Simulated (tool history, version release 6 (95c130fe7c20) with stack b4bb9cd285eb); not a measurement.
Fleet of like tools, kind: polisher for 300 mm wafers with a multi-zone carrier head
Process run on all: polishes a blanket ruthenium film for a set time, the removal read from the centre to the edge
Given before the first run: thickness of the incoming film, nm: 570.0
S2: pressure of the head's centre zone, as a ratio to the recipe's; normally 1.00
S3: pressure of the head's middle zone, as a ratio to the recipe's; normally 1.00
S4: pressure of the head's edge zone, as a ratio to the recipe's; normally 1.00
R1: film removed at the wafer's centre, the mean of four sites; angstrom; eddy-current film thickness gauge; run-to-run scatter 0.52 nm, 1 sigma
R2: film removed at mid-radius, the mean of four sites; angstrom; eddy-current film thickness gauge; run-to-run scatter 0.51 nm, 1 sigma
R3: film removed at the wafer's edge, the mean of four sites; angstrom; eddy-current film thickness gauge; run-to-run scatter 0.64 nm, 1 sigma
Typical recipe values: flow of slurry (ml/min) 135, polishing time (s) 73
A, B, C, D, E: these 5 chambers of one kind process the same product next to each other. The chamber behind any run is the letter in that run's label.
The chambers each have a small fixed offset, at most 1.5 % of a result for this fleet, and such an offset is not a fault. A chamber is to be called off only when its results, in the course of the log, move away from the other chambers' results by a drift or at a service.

run 1B hour=5.1 | flow_of_slurry_(ml/min)=135 S2=1.00 S3=1.00 S4=1.00 polishing_time_(s)=73 | R1=564.16 R2=571.91 R3=565.85
run 2C hour=8.0 | flow_of_slurry_(ml/min)=135 S2=1.00 S3=1.00 S4=1.00 polishing_time_(s)=73 | R1=576.13 R2=565.20 R3=580.56
run 3A hour=10.5 | flow_of_slurry_(ml/min)=135 S2=1.00 S3=1.00 S4=1.00 polishing_time_(s)=73 | R1=577.19 R2=562.25 R3=576.39
-- hour=11.5 chamber B: edge zone pressure recalibrated
run 4D hour=15.3 | flow_of_slurry_(ml/min)=135 S2=1.00 S3=1.00 S4=1.00 polishing_time_(s)=73 | R1=570.52 R2=571.94 R3=575.26
-- hour=17.8 chamber A: slurry nozzle cleaned
run 5E hour=19.4 | flow_of_slurry_(ml/min)=135 S2=1.00 S3=1.00 S4=1.00 polishing_time_(s)=73 | R1=566.70 R2=576.31 R3=570.78
run 6B hour=24.9 | flow_of_slurry_(ml/min)=135 S2=1.00 S3=1.00 S4=1.00 polishing_time_(s)=73 | R1=565.56 R2=563.80 R3=561.14
run 7E hour=29.5 | flow_of_slurry_(ml/min)=135 S2=1.00 S3=1.00 S4=1.00 polishing_time_(s)=73 | R1=566.43 R2=566.35 R3=562.42
-- hour=30.6 chamber E: worn pad replaced by a new one
run 8C hour=34.9 | flow_of_slurry_(ml/min)=135 S2=1.00 S3=1.00 S4=1.00 polishing_time_(s)=73 | R1=574.49 R2=574.72 R3=575.92
run 9A hour=38.8 | flow_of_slurry_(ml/min)=135 S2=1.00 S3=1.00 S4=1.00 polishing_time_(s)=73 | R1=568.90 R2=573.30 R3=567.94
run 10D hour=43.7 | flow_of_slurry_(ml/min)=135 S2=1.00 S3=1.00 S4=1.00 polishing_time_(s)=73 | R1=574.64 R2=575.08 R3=582.31
run 11E hour=47.1 | flow_of_slurry_(ml/min)=135 S2=1.00 S3=1.00 S4=1.00 polishing_time_(s)=73 | R1=574.89 R2=575.59 R3=573.94
run 12A hour=51.2 | flow_of_slurry_(ml/min)=135 S2=1.00 S3=1.00 S4=1.00 polishing_time_(s)=73 | R1=569.00 R2=568.61 R3=569.04
-- hour=51.6 chamber C: worn pad replaced by a new one
-- hour=52.7 chamber A: worn pad replaced by a new one
run 13B hour=54.1 | flow_of_slurry_(ml/min)=120 S2=1.00 S3=1.00 S4=1.00 polishing_time_(s)=52 | R1=396.15 R2=398.83 R3=382.46
run 14D hour=58.5 | flow_of_slurry_(ml/min)=120 S2=1.00 S3=1.00 S4=1.00 polishing_time_(s)=52 | R1=401.81 R2=390.22 R3=405.26
run 15C hour=62.1 | flow_of_slurry_(ml/min)=120 S2=1.00 S3=1.00 S4=1.00 polishing_time_(s)=52 | R1=397.81 R2=391.75 R3=403.99
run 16E hour=65.1 | flow_of_slurry_(ml/min)=120 S2=1.00 S3=1.00 S4=1.00 polishing_time_(s)=52 | R1=409.83 R2=392.56 R3=399.04
run 17B hour=68.6 | flow_of_slurry_(ml/min)=120 S2=1.00 S3=1.00 S4=1.00 polishing_time_(s)=52 | R1=392.21 R2=397.25 R3=399.13
run 18A hour=71.1 | flow_of_slurry_(ml/min)=135 S2=1.08 S3=1.00 S4=1.00 polishing_time_(s)=73 | R1=628.17 R2=571.87 R3=569.35
run 19D hour=74.1 | flow_of_slurry_(ml/min)=135 S2=1.08 S3=1.00 S4=1.00 polishing_time_(s)=73 | R1=623.24 R2=565.71 R3=578.25
run 20C hour=78.2 | flow_of_slurry_(ml/min)=135 S2=1.08 S3=1.00 S4=1.00 polishing_time_(s)=73 | R1=620.25 R2=573.76 R3=567.96
run 21B hour=83.0 | flow_of_slurry_(ml/min)=135 S2=1.08 S3=1.00 S4=1.00 polishing_time_(s)=73 | R1=630.31 R2=565.00 R3=555.11
run 22D hour=88.2 | flow_of_slurry_(ml/min)=135 S2=1.08 S3=1.00 S4=1.00 polishing_time_(s)=73 | R1=621.45 R2=565.85 R3=571.92
-- hour=89.9 chamber D: worn pad replaced by a new one
-- hour=90.1 chamber B: centre zone pressure recalibrated
run 23C hour=92.7 | flow_of_slurry_(ml/min)=135 S2=1.00 S3=1.00 S4=1.00 polishing_time_(s)=73 | R1=580.54 R2=569.55 R3=578.85
run 24E hour=98.1 | flow_of_slurry_(ml/min)=135 S2=1.00 S3=1.00 S4=1.00 polishing_time_(s)=73 | R1=573.97 R2=580.04 R3=564.33
run 25A hour=101.2 | flow_of_slurry_(ml/min)=135 S2=1.00 S3=1.00 S4=1.00 polishing_time_(s)=73 | R1=578.79 R2=562.68 R3=571.81
-- hour=101.8 chamber A: centre zone pressure recalibrated
run 26E hour=103.8 | flow_of_slurry_(ml/min)=135 S2=1.00 S3=1.00 S4=1.00 polishing_time_(s)=73 | R1=580.93 R2=570.20 R3=585.09
run 27B hour=108.4 | flow_of_slurry_(ml/min)=135 S2=1.00 S3=1.00 S4=1.00 polishing_time_(s)=73 | R1=646.42 R2=573.15 R3=569.08
run 28D hour=113.1 | flow_of_slurry_(ml/min)=135 S2=1.00 S3=1.00 S4=1.00 polishing_time_(s)=73 | R1=578.37 R2=566.82 R3=577.68
run 29A hour=118.2 | flow_of_slurry_(ml/min)=135 S2=1.00 S3=1.00 S4=1.00 polishing_time_(s)=73 | R1=574.61 R2=564.63 R3=566.40
-- hour=119.4 chamber A: worn pad replaced by a new one
run 30C hour=121.5 | flow_of_slurry_(ml/min)=135 S2=1.08 S3=1.09 S4=1.00 polishing_time_(s)=73 | R1=636.45 R2=621.49 R3=588.81
-- hour=124.7 chamber E: worn pad replaced by a new one
run 31D hour=125.4 | flow_of_slurry_(ml/min)=135 S2=1.08 S3=1.09 S4=1.00 polishing_time_(s)=73 | R1=620.20 R2=614.20 R3=578.80
run 32C hour=129.5 | flow_of_slurry_(ml/min)=135 S2=1.08 S3=1.09 S4=1.00 polishing_time_(s)=73 | R1=623.86 R2=615.15 R3=569.01
run 33E hour=134.7 | flow_of_slurry_(ml/min)=135 S2=1.08 S3=1.09 S4=1.00 polishing_time_(s)=73 | R1=634.16 R2=619.52 R3=558.32
run 34A hour=139.1 | flow_of_slurry_(ml/min)=135 S2=1.08 S3=1.09 S4=1.00 polishing_time_(s)=73 | R1=625.64 R2=620.26 R3=577.72
run 35B hour=144.7 | flow_of_slurry_(ml/min)=135 S2=1.00 S3=1.00 S4=1.00 polishing_time_(s)=73 | R1=655.24 R2=569.18 R3=575.62
run 36C hour=149.6 | flow_of_slurry_(ml/min)=135 S2=1.00 S3=1.00 S4=1.00 polishing_time_(s)=73 | R1=577.99 R2=571.58 R3=573.82
run 37B hour=153.2 | flow_of_slurry_(ml/min)=135 S2=0.91 S3=1.00 S4=1.11 polishing_time_(s)=73 | R1=575.53 R2=556.63 R3=592.82
run 38E hour=158.3 | flow_of_slurry_(ml/min)=135 S2=0.91 S3=1.00 S4=1.11 polishing_time_(s)=73 | R1=522.02 R2=570.50 R3=604.12
run 39D hour=161.4 | flow_of_slurry_(ml/min)=135 S2=0.91 S3=1.00 S4=1.11 polishing_time_(s)=73 | R1=518.04 R2=564.88 R3=616.20

What goes on in this fleet: one chamber off, a drifting gauge, or nothing beyond the chambers' own small offsets? Name the chamber and the cause, if any.

Chamber B came out of a service off from its peers and stayed that way.
Most likely cause: centre zone's pressure above its setpoint, % = 11.4.

Here are 4 candidates for chamber B's next run, each the usual settings with a change, their results left as question marks. Which one brings its results back in line with what the others give on the usual settings?
A result is in line if it is within this distance of the other chambers' mean on the usual settings: R1 18.00 angstrom; R2 18.00 angstrom; R3 23.00 angstrom
run 40B-1 hour=165.4 | flow_of_slurry_(ml/min)=125 S2=0.85 S3=1.01 S4=1.06 polishing_time_(s)=74 | R1=? R2=? R3=?
run 40B-2 hour=165.4 | flow_of_slurry_(ml/min)=150 S2=1.17 S3=0.98 S4=0.93 polishing_time_(s)=73 | R1=? R2=? R3=?
run 40B-3 hour=165.4 | flow_of_slurry_(ml/min)=145 S2=1.10 S3=0.99 S4=0.96 polishing_time_(s)=73 | R1=? R2=? R3=?
run 40B-4 hour=165.4 | flow_of_slurry_(ml/min)=130 S2=0.91 S3=1.00 S4=1.04 polishing_time_(s)=73 | R1=? R2=? R3=?

On the usual settings, the other chambers give on average: R1 574.62 angstrom; R2 569.65 angstrom; R3 573.68 angstrom
run=40B-1 R1=533.92 R2=572.27 R3=579.77
run=40B-2 R1=780.27 R2=569.35 R3=548.47
run=40B-3 R1=724.49 R2=571.14 R3=554.85
run=40B-4 R1=573.73 R2=564.10 R3=569.61
The answer is 40B-4, which returns the chamber to within the allowed miss of the others.
